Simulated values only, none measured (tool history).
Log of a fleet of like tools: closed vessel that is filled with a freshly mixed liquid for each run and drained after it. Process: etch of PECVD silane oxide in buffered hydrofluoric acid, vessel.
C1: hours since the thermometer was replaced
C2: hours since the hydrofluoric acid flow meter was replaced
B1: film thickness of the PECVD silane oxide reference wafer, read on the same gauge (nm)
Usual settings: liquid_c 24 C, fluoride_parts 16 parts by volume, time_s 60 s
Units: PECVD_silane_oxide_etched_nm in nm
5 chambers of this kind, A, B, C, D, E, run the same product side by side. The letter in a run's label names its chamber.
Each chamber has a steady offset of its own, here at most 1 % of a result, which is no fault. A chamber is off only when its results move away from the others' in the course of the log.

run 1A hour=3.6 | liquid_c=24 fluoride_parts=16 time_s=60 | C1=1116.4 C2=742.8 | B1=30.005 | PECVD_silane_oxide_etched_nm=190.71
run 2B hour=7.5 | liquid_c=24 fluoride_parts=16 time_s=60 | C1=468 C2=380.9 | B1=30.02 | PECVD_silane_oxide_etched_nm=192.36
run 3E hour=10.9 | liquid_c=24 fluoride_parts=16 time_s=60 | C1=831.5 C2=443.6 | B1=29.969 | PECVD_silane_oxide_etched_nm=189.96
run 4C hour=17.9 | liquid_c=24 fluoride_parts=16 time_s=60 | C1=461.7 C2=157.3 | B1=29.986 | PECVD_silane_oxide_etched_nm=191.74
run 5D hour=24.7 | liquid_c=24 fluoride_parts=16 time_s=60 | C1=558.1 C2=38.4 | B1=30.023 | PECVD_silane_oxide_etched_nm=192.25
run 6D hour=30.9 | liquid_c=24 fluoride_parts=16 time_s=60 | C1=564.3 C2=44.6 | B1=30.029 | PECVD_silane_oxide_etched_nm=193.72
run 7B hour=34.5 | liquid_c=24 fluoride_parts=16 time_s=60 | C1=495 C2=407.9 | B1=29.997 | PECVD_silane_oxide_etched_nm=192.67
run 8C hour=39.5 | liquid_c=28 fluoride_parts=16 time_s=80 | C1=483.3 C2=178.9 | B1=30.006 | PECVD_silane_oxide_etched_nm=318.47
run 9E hour=47 | liquid_c=28 fluoride_parts=16 time_s=80 | C1=867.6 C2=479.7 | B1=29.99 | PECVD_silane_oxide_etched_nm=317.73
run 10A hour=52.2 | liquid_c=28 fluoride_parts=16 time_s=80 | C1=1165 C2=791.4 | B1=29.959 | PECVD_silane_oxide_etched_nm=319.81
run 11C hour=56.4 | liquid_c=28 fluoride_parts=16 time_s=80 | C1=500.2 C2=195.8 | B1=30.022 | PECVD_silane_oxide_etched_nm=316.6
run 12B hour=63.1 | liquid_c=28 fluoride_parts=16 time_s=80 | C1=523.6 C2=436.5 | B1=29.989 | PECVD_silane_oxide_etched_nm=316.87
run 13A hour=70.3 | liquid_c=24 fluoride_parts=16 time_s=60 | C1=1183.1 C2=809.5 | B1=29.996 | PECVD_silane_oxide_etched_nm=192.48
run 14D hour=75.2 | liquid_c=24 fluoride_parts=16 time_s=60 | C1=608.6 C2=88.9 | B1=30.034 | PECVD_silane_oxide_etched_nm=191.04
run 15E hour=81 | liquid_c=24 fluoride_parts=16 time_s=60 | C1=901.6 C2=513.7 | B1=29.987 | PECVD_silane_oxide_etched_nm=191
run 16E hour=86 | liquid_c=24 fluoride_parts=16 time_s=60 | C1=906.6 C2=518.7 | B1=29.979 | PECVD_silane_oxide_etched_nm=190.38
run 17A hour=91 | liquid_c=20 fluoride_parts=16 time_s=60 | C1=1203.8 C2=830.2 | B1=30.034 | PECVD_silane_oxide_etched_nm=152.74
run 18C hour=96.2 | liquid_c=20 fluoride_parts=16 time_s=60 | C1=540 C2=235.6 | B1=29.983 | PECVD_silane_oxide_etched_nm=153.73
run 19D hour=102.1 | liquid_c=20 fluoride_parts=16 time_s=60 | C1=635.5 C2=115.8 | B1=29.991 | PECVD_silane_oxide_etched_nm=156.42
run 20B hour=107.5 | liquid_c=20 fluoride_parts=16 time_s=60 | C1=568 C2=480.9 | B1=29.985 | PECVD_silane_oxide_etched_nm=154.37
run 21E hour=112.6 | liquid_c=20 fluoride_parts=16 time_s=60 | C1=933.2 C2=545.3 | B1=30.038 | PECVD_silane_oxide_etched_nm=153
run 22A hour=115.9 | liquid_c=24 fluoride_parts=16 time_s=60 | C1=1228.7 C2=855.1 | B1=30.024 | PECVD_silane_oxide_etched_nm=192.4
run 23B hour=123.1 | liquid_c=24 fluoride_parts=20.5 time_s=60 | C1=583.6 C2=496.5 | B1=30.015 | PECVD_silane_oxide_etched_nm=152.55
run 24D hour=126.9 | liquid_c=24 fluoride_parts=20.5 time_s=60 | C1=660.3 C2=140.6 | B1=29.983 | PECVD_silane_oxide_etched_nm=154.36
run 25C hour=130.9 | liquid_c=24 fluoride_parts=20.5 time_s=60 | C1=574.7 C2=270.3 | B1=30.04 | PECVD_silane_oxide_etched_nm=152.09
run 26E hour=136.8 | liquid_c=24 fluoride_parts=20.5 time_s=60 | C1=957.4 C2=569.5 | B1=29.988 | PECVD_silane_oxide_etched_nm=150.66
run 27B hour=142.7 | liquid_c=24 fluoride_parts=20.5 time_s=60 | C1=603.2 C2=516.1 | B1=29.993 | PECVD_silane_oxide_etched_nm=152.25
run 28D hour=146.7 | liquid_c=24 fluoride_parts=16 time_s=95 | C1=680.1 C2=160.4 | B1=30.003 | PECVD_silane_oxide_etched_nm=314.39
run 29C hour=152.1 | liquid_c=24 fluoride_parts=16 time_s=95 | C1=595.9 C2=291.5 | B1=29.976 | PECVD_silane_oxide_etched_nm=303.99
run 30A hour=155.6 | liquid_c=24 fluoride_parts=16 time_s=95 | C1=1268.4 C2=894.8 | B1=30.005 | PECVD_silane_oxide_etched_nm=304.36
run 31C hour=162.1 | liquid_c=24 fluoride_parts=16 time_s=95 | C1=605.9 C2=301.5 | B1=30.004 | PECVD_silane_oxide_etched_nm=303.33
run 32E hour=165.9 | liquid_c=24 fluoride_parts=16 time_s=95 | C1=986.5 C2=598.6 | B1=30.025 | PECVD_silane_oxide_etched_nm=303.62
run 33A hour=173 | liquid_c=24 fluoride_parts=16 time_s=60 | C1=1285.8 C2=912.2 | B1=30.036 | PECVD_silane_oxide_etched_nm=192.86
run 34B hour=176.3 | liquid_c=25.5 fluoride_parts=16 time_s=30 | C1=636.8 C2=549.7 | B1=29.999 | PECVD_silane_oxide_etched_nm=104.63
-- hour=179.1 chamber E: hydrofluoric acid flow meter replaced
-- hour=182.8 chamber C: thermometer replaced
run 35D hour=183.6 | liquid_c=25.5 fluoride_parts=16 time_s=30 | C1=717 C2=197.3 | B1=30.031 | PECVD_silane_oxide_etched_nm=108.56
run 36E hour=188.1 | liquid_c=25.5 fluoride_parts=16 time_s=30 | C1=1008.7 C2=9.1 | B1=30.014 | PECVD_silane_oxide_etched_nm=103.97
run 37B hour=193 | liquid_c=25.5 fluoride_parts=16 time_s=30 | C1=653.5 C2=566.4 | B1=29.975 | PECVD_silane_oxide_etched_nm=104.2
run 38D hour=196.4 | liquid_c=25.5 fluoride_parts=16 time_s=30 | C1=729.8 C2=210.1 | B1=29.977 | PECVD_silane_oxide_etched_nm=108.68
run 39A hour=202.2 | liquid_c=24 fluoride_parts=16 time_s=60 | C1=1315 C2=941.4 | B1=30.021 | PECVD_silane_oxide_etched_nm=191.5
run 40C hour=209.8 | liquid_c=24 fluoride_parts=16 time_s=60 | C1=27.1 C2=349.2 | B1=30.014 | PECVD_silane_oxide_etched_nm=190.63
run 41E hour=216.3 | liquid_c=24 fluoride_parts=16 time_s=60 | C1=1036.9 C2=37.3 | B1=29.985 | PECVD_silane_oxide_etched_nm=192.22

Is one chamber off against the others, does the gauge drift, or is nothing wrong? If a chamber is off, say which, and what the likeliest cause is.

Chamber D drifts away from the others.
Cause: liquid hotter than its thermometer reads (K) = 1.03.
The log may not tell that from: hydrofluoric acid flow above the setpoint (%).

Here are 4 candidates for chamber D's next run, each the usual settings with a change, their results left as question marks. Which one brings its results back in line with what the others give on the usual settings?
In line means no further than this from the other chambers' mean on the usual settings: PECVD_silane_oxide_etched_nm 2.7 nm
run 42D-1 hour=221.7 | liquid_c=25 fluoride_parts=16 time_s=60 | PECVD_silane_oxide_etched_nm=?
run 42D-2 hour=221.7 | liquid_c=23.5 fluoride_parts=16.5 time_s=60 | PECVD_silane_oxide_etched_nm=?
run 42D-3 hour=221.7 | liquid_c=22 fluoride_parts=16 time_s=60 | PECVD_silane_oxide_etched_nm=?
run 42D-4 hour=221.7 | liquid_c=24 fluoride_parts=15.5 time_s=65 | PECVD_silane_oxide_etched_nm=?

The other chambers' mean on the usual settings: PECVD_silane_oxide_etched_nm 192.06 nm
run=42D-1 PECVD_silane_oxide_etched_nm=214.9
run=42D-2 PECVD_silane_oxide_etched_nm=192.33
run=42D-3 PECVD_silane_oxide_etched_nm=182.9
run=42D-4 PECVD_silane_oxide_etched_nm=227.75
42D-2 brings the chamber back in line.

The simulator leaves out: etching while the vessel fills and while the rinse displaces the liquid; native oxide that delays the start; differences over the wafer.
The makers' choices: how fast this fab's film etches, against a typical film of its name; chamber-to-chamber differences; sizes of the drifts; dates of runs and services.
